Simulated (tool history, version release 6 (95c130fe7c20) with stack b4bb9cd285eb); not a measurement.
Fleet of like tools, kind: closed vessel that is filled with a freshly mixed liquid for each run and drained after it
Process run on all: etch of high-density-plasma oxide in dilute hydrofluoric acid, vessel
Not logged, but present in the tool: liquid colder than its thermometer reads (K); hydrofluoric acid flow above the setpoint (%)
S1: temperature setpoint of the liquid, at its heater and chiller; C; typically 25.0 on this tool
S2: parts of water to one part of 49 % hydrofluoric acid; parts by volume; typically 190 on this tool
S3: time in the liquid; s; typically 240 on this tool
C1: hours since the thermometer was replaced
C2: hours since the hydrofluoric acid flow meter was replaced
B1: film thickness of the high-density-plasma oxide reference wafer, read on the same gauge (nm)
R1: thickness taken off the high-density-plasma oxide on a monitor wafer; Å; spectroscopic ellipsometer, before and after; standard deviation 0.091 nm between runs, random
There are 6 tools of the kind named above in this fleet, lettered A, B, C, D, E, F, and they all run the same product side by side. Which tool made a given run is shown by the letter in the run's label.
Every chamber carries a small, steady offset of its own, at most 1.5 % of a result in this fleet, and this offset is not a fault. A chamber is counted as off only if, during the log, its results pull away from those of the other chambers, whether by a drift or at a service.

run,day,S1,S2,S3,C1,C2,B1,R1
1D,0.283,25.0,190,240,811.9,796.8,50.010,100.750
2A,0.725,25.0,190,240,448.6,268.9,49.994,104.110
3B,1.067,25.0,190,240,806.2,197.0,50.002,102.600
4E,1.567,25.0,190,240,421.1,40.2,50.005,103.530
5C,2.079,25.0,190,240,1142.3,995.1,50.000,100.930
6F,2.558,25.0,190,240,1202.0,367.6,49.991,101.570
7C,2.833,25.0,190,240,1160.4,1013.2,50.008,103.750
8A,3.333,25.0,190,240,511.2,331.5,49.996,102.560
9D,3.704,25.0,190,240,894.0,878.9,50.001,102.320
10F,4.029,25.0,190,240,1237.3,402.9,50.005,104.000
11B,4.454,25.0,190,240,887.5,278.3,50.015,103.520
12E,4.921,25.0,190,240,501.6,120.7,49.991,103.130
13D,5.192,25.0,190,240,929.7,914.6,49.981,101.640
# day 5.408: chamber F: thermometer replaced
14B,5.575,25.0,190,240,914.4,305.2,50.000,103.890
15F,5.996,20.5,130,240,14.2,450.1,49.997,135.680
16A,6.412,20.5,130,240,585.1,405.4,50.014,138.370
17E,6.792,20.5,130,240,546.5,165.6,50.004,132.610
18C,7.054,20.5,130,240,1261.7,1114.5,49.989,134.740
19D,7.496,20.5,130,240,985.0,969.9,49.992,132.240
20F,7.862,20.5,130,240,59.0,494.9,49.989,137.470
21A,8.375,25.0,190,240,632.2,452.5,50.010,102.770
22B,8.921,25.0,190,240,994.7,385.5,49.990,103.720
23E,9.238,25.0,190,240,605.2,224.3,50.009,103.310
24C,9.638,25.0,190,240,1323.7,1176.5,49.995,102.240
25C,10.175,25.0,190,240,1336.6,1189.4,49.990,102.560
26F,10.567,25.0,190,240,123.9,559.8,50.009,107.570
27E,10.996,25.0,190,240,647.4,266.5,50.001,102.110
# day 11.329: chamber A: thermometer replaced
28D,11.479,25.0,190,240,1080.6,1065.5,49.989,102.380
29A,11.938,29.5,260,240,14.7,538.0,49.998,81.693
30B,12.267,29.5,260,240,1075.0,465.8,49.999,80.515
31C,12.612,29.5,260,240,1395.1,1247.9,50.007,80.458
32E,12.875,29.5,260,240,692.5,311.6,50.011,81.160
33B,13.296,29.5,260,240,1099.7,490.5,50.005,80.819
34F,13.567,29.5,260,240,195.9,631.8,50.001,86.739
35D,13.842,25.0,125,240,1137.3,1122.2,49.998,168.490
36A,14.112,25.0,125,240,66.9,590.2,50.000,170.120
37E,14.583,25.0,125,240,733.5,352.6,49.987,165.500
38C,15.000,25.0,125,240,1452.4,1305.2,49.998,165.580
39B,15.450,25.0,125,240,1151.4,542.2,49.996,171.570
40F,15.846,25.0,125,240,250.6,686.5,49.994,178.240
41D,16.104,25.0,190,240,1191.6,1176.5,50.001,100.990
42A,16.462,25.0,190,240,123.3,646.6,49.978,102.120
43A,16.975,25.0,190,240,135.6,658.9,50.007,103.300
44B,17.492,25.0,190,240,1200.4,591.2,49.998,101.470

For the next run the whole fleet of 6 chambers uses the same settings. Give each chamber's results:
45A,17.888,25.0,190,240,,,,?
45B,17.888,25.0,190,240,,,,?
45C,17.888,25.0,190,240,,,,?
45D,17.888,25.0,190,240,,,,?
45E,17.888,25.0,190,240,,,,?
45F,17.888,25.0,190,240,,,,?

run,R1
45A,103.150
45B,102.590
45C,102.750
45D,100.690
45E,101.710
45F,111.210

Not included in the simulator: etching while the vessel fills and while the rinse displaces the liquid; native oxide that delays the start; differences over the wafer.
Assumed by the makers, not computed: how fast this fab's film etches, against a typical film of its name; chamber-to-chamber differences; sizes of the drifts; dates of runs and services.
